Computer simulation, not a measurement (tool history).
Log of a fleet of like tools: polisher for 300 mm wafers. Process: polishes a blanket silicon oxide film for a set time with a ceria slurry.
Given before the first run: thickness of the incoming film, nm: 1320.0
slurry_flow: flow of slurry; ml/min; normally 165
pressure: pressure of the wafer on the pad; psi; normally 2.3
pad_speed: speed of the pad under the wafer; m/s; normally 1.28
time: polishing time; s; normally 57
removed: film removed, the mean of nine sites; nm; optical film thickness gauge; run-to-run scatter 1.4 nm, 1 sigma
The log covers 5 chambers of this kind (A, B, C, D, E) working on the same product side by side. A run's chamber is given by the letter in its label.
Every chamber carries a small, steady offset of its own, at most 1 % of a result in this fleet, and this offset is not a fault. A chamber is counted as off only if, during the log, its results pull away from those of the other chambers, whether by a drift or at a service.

run,hour,slurry_flow,pressure,pad_speed,time,removed
# hour 3.0: chamber C: worn pad replaced by a new one
1C,9.4,165,2.3,1.28,57,213.52
# hour 17.5: chamber A: slurry nozzle cleaned
2B,18.7,165,2.3,1.28,57,213.97
# hour 19.5: chamber A: worn pad replaced by a new one
# hour 20.6: chamber D: worn pad replaced by a new one
3E,30.0,165,2.3,1.28,57,212.31
# hour 40.9: chamber B: slurry nozzle cleaned
4A,43.2,165,2.3,1.28,57,213.24
5D,57.6,165,2.3,1.28,57,216.65
# hour 61.8: chamber E: worn pad replaced by a new one
6B,67.9,165,2.3,1.28,57,217.78
7D,81.9,165,2.3,0.94,57,157.55
# hour 83.2: chamber B: worn pad replaced by a new one
# hour 89.3: chamber C: worn pad replaced by a new one
8C,89.6,165,2.3,0.94,57,158.75
9A,99.1,165,2.3,0.94,57,156.14
10E,111.2,165,2.3,0.94,57,156.18
# hour 120.0: chamber D: worn pad replaced by a new one
11D,121.4,165,2.3,0.94,57,158.49
12B,129.6,165,1.9,0.90,57,126.92
13E,141.6,165,1.9,0.90,57,123.98
14A,148.4,165,1.9,0.90,57,124.61
15C,160.6,165,1.9,0.90,57,123.08
16B,167.3,165,1.9,0.90,57,126.20
17D,177.1,165,2.3,1.28,57,217.08
# hour 187.0: chamber C: worn pad replaced by a new one
18E,188.6,165,2.3,1.28,57,213.28
19C,197.9,165,2.3,1.28,57,214.73
# hour 200.2: chamber A: head pressure recalibrated
20A,206.0,165,2.3,1.28,57,213.69
# hour 216.0: chamber D: worn pad replaced by a new one
21D,218.6,165,2.3,1.28,57,214.56
# hour 226.8: chamber A: worn pad replaced by a new one
# hour 229.8: chamber E: worn pad replaced by a new one
22B,231.3,165,2.3,1.28,57,215.35
# hour 235.8: chamber E: head pressure recalibrated
23E,243.4,165,2.3,1.28,57,233.14
24C,256.6,165,2.3,1.28,57,212.81
25A,270.6,165,2.3,0.94,70,190.82
# hour 280.1: chamber A: slurry nozzle cleaned
26D,281.1,165,2.3,0.94,70,194.68
# hour 288.3: chamber C: worn pad replaced by a new one
27C,290.2,165,2.3,0.94,70,193.54
# hour 290.3: chamber B: worn pad replaced by a new one
# hour 296.7: chamber D: worn pad replaced by a new one
28B,299.3,165,2.3,0.94,70,196.11
29A,308.2,165,2.3,0.94,70,192.91
# hour 317.2: chamber D: head pressure recalibrated
30E,321.4,165,2.3,1.28,57,232.33
# hour 324.5: chamber B: slurry nozzle cleaned
31A,335.7,165,2.3,1.28,57,212.69
32B,346.7,130,2.3,1.28,57,208.13
33D,360.6,130,2.3,1.28,57,205.69
# hour 373.8: chamber C: worn pad replaced by a new one
34C,375.0,130,2.3,1.28,57,206.24
35E,382.5,130,2.3,1.28,57,223.83
# hour 386.3: chamber D: worn pad replaced by a new one
36B,390.8,130,2.3,1.28,57,204.64
# hour 392.7: chamber A: worn pad replaced by a new one
# hour 392.8: chamber E: worn pad replaced by a new one
37D,397.8,165,2.3,1.28,57,213.88
# hour 408.8: chamber C: slurry nozzle cleaned
38C,409.7,165,2.3,1.28,75,282.80
39A,423.9,165,2.3,1.28,75,279.72
40E,430.5,165,2.3,1.28,75,309.52
41D,438.6,165,2.3,1.28,75,286.42
42E,450.0,165,2.3,1.28,75,307.15
43A,459.8,165,3.0,1.28,57,280.24
# hour 472.1: chamber B: worn pad replaced by a new one
44B,472.9,165,3.0,1.28,57,280.04

Which is it: a chamber that has drifted or been left off by a service, a gauge drift common to all chambers, or only each chamber's usual small offset? If a chamber is off, name it and its likeliest cause.

A service left chamber E off against the others.
Likeliest cause: head's pressure above its setpoint, % = 8.53.

Which of the 4 candidates below, each the usual settings with something changed and its results left as question marks, puts chamber E back in line with what the other chambers give on the usual settings?
In line means no further than this from the other chambers' mean on the usual settings: removed 5.00 nm
45E-1,483.3,165,2.2,1.24,57,?
45E-2,483.3,165,2.4,1.28,59,?
45E-3,483.3,165,2.3,1.28,48,?
45E-4,483.3,165,2.7,1.28,57,?

Usual-settings mean across the other chambers: removed 214.88 nm
run,removed
45E-1,216.53
45E-2,252.24
45E-3,196.76
45E-4,273.79
45E-1 is the one that brings the chamber's results back in line with the other chambers.

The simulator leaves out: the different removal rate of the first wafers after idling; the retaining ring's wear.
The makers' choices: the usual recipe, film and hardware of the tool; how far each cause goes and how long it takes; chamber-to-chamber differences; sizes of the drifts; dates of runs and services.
